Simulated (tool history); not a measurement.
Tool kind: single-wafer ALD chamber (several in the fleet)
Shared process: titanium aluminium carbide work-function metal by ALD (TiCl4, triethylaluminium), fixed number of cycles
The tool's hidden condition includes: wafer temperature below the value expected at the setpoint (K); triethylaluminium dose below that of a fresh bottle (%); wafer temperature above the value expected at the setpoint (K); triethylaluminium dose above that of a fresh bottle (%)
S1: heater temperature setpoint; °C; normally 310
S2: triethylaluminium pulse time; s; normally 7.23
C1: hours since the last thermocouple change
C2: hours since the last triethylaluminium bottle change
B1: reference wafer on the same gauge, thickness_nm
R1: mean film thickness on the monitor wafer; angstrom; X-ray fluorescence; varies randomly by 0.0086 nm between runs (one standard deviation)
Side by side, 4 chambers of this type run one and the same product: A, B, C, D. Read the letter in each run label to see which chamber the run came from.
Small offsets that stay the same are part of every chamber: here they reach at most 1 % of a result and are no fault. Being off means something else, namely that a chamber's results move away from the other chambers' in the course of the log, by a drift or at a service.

| run | hour | S1 | S2 | C1 | C2 | B1 | R1 |
|---|---|---|---|---|---|---|---|
|  | 4.7 | chamber B: triethylaluminium bottle replaced |
| 1A | 10.7 | 310 | 7.23 | 1348.5 | 483.9 | 2.2591 | 19.668 |
| 2B | 19.2 | 310 | 7.23 | 209.7 | 14.6 | 2.26 | 19.827 |
| 3C | 32.8 | 310 | 7.23 | 807.8 | 1307.7 | 2.2594 | 19.776 |
| 4D | 47.2 | 310 | 7.23 | 1421.2 | 654.5 | 2.2572 | 19.887 |
| 5D | 58.4 | 310 | 7.23 | 1432.4 | 665.7 | 2.2608 | 19.792 |
| 6C | 68.9 | 310 | 7.23 | 843.9 | 1343.8 | 2.2624 | 19.872 |
| 7A | 82 | 310 | 7.23 | 1419.8 | 555.2 | 2.2603 | 19.715 |
| 8B | 92.5 | 310 | 7.23 | 283 | 87.9 | 2.2583 | 19.829 |
| 9C | 100.3 | 324 | 4.83 | 875.3 | 1375.2 | 2.2607 | 18.649 |
| 10B | 113 | 324 | 4.83 | 303.5 | 108.4 | 2.2616 | 18.759 |
| 11A | 120.9 | 324 | 4.83 | 1458.7 | 594.1 | 2.2595 | 18.522 |
| 12D | 129.5 | 324 | 4.83 | 1503.5 | 736.8 | 2.2599 | 18.696 |
| 13C | 138 | 322 | 5.44 | 913 | 1412.9 | 2.2592 | 19.072 |
| 14A | 152.7 | 322 | 5.44 | 1490.5 | 625.9 | 2.2602 | 19.225 |
| 15B | 160.8 | 322 | 5.44 | 351.3 | 156.2 | 2.2608 | 19.309 |
| 16D | 167.4 | 322 | 5.44 | 1541.4 | 774.7 | 2.2629 | 19.297 |
|  | 175.5 | chamber C: triethylaluminium bottle replaced |
| 17A | 181.7 | 310 | 7.23 | 1519.5 | 654.9 | 2.2609 | 19.566 |
| 18D | 192.1 | 310 | 7.23 | 1566.1 | 799.4 | 2.2591 | 19.908 |
| 19B | 204.7 | 310 | 7.23 | 395.2 | 200.1 | 2.2574 | 19.774 |
| 20C | 213.6 | 322 | 8.65 | 988.6 | 38.1 | 2.26 | 21.593 |
| 21D | 223 | 322 | 8.65 | 1597 | 830.3 | 2.2593 | 21.7 |
| 22B | 230 | 322 | 8.65 | 420.5 | 225.4 | 2.2605 | 21.476 |
| 23C | 241.2 | 322 | 8.65 | 1016.2 | 65.7 | 2.2612 | 21.6 |
| 24A | 251.7 | 310 | 7.23 | 1589.5 | 724.9 | 2.2615 | 19.577 |
| 25D | 265 | 310 | 7.23 | 1639 | 872.3 | 2.2601 | 19.764 |
| 26B | 273.4 | 310 | 7.23 | 463.9 | 268.8 | 2.2603 | 19.714 |
| 27A | 280.9 | 310 | 7.23 | 1618.7 | 754.1 | 2.262 | 19.527 |
| 28C | 291.7 | 310 | 7.23 | 1066.7 | 116.2 | 2.2607 | 19.741 |
| 29D | 301 | 310 | 7.23 | 1675 | 908.3 | 2.2585 | 19.786 |
| 30C | 314.9 | 310 | 7.23 | 1089.9 | 139.4 | 2.2609 | 19.987 |
| 31A | 322.3 | 310 | 7.23 | 1660.1 | 795.5 | 2.2609 | 19.513 |
|  | 327.2 | chamber D: triethylaluminium bottle replaced |
| 32B | 332.1 | 310 | 7.23 | 522.6 | 327.5 | 2.2586 | 19.854 |
| 33C | 341.9 | 310 | 9.5 | 1116.9 | 166.4 | 2.2585 | 20.943 |
| 34D | 354.9 | 310 | 9.5 | 1728.9 | 27.7 | 2.2627 | 21.032 |
| 35A | 361.6 | 310 | 9.5 | 1699.4 | 834.8 | 2.2597 | 20.642 |
| 36B | 369.8 | 310 | 9.5 | 560.3 | 365.2 | 2.2581 | 20.689 |
| 37A | 384.4 | 310 | 7.23 | 1722.2 | 857.6 | 2.2621 | 19.334 |
| 38B | 393.7 | 310 | 7.23 | 584.2 | 389.1 | 2.2613 | 19.862 |
| 39D | 405.3 | 310 | 7.23 | 1779.3 | 78.1 | 2.2599 | 19.948 |
| 40C | 416.5 | 310 | 7.23 | 1191.5 | 241 | 2.259 | 19.835 |
| 41C | 431 | 310 | 7.23 | 1206 | 255.5 | 2.2612 | 19.811 |
| 42A | 441 | 301 | 9.56 | 1778.8 | 914.2 | 2.2607 | 19.596 |
| 43B | 452.9 | 301 | 9.56 | 643.4 | 448.3 | 2.2602 | 19.867 |
| 44D | 460.8 | 301 | 9.56 | 1834.8 | 133.6 | 2.2609 | 19.921 |

All 4 chambers run these settings next. Forecast each chamber's results:
| 45A | 471.5 | 319 | 7.23 |  |  |  | ? |
| 45B | 471.5 | 319 | 7.23 |  |  |  | ? |
| 45C | 471.5 | 319 | 7.23 |  |  |  | ? |
| 45D | 471.5 | 319 | 7.23 |  |  |  | ? |

| run | R1 |
|---|---|
| 45A | 19.942 |
| 45B | 20.663 |
| 45C | 20.449 |
| 45D | 20.682 |

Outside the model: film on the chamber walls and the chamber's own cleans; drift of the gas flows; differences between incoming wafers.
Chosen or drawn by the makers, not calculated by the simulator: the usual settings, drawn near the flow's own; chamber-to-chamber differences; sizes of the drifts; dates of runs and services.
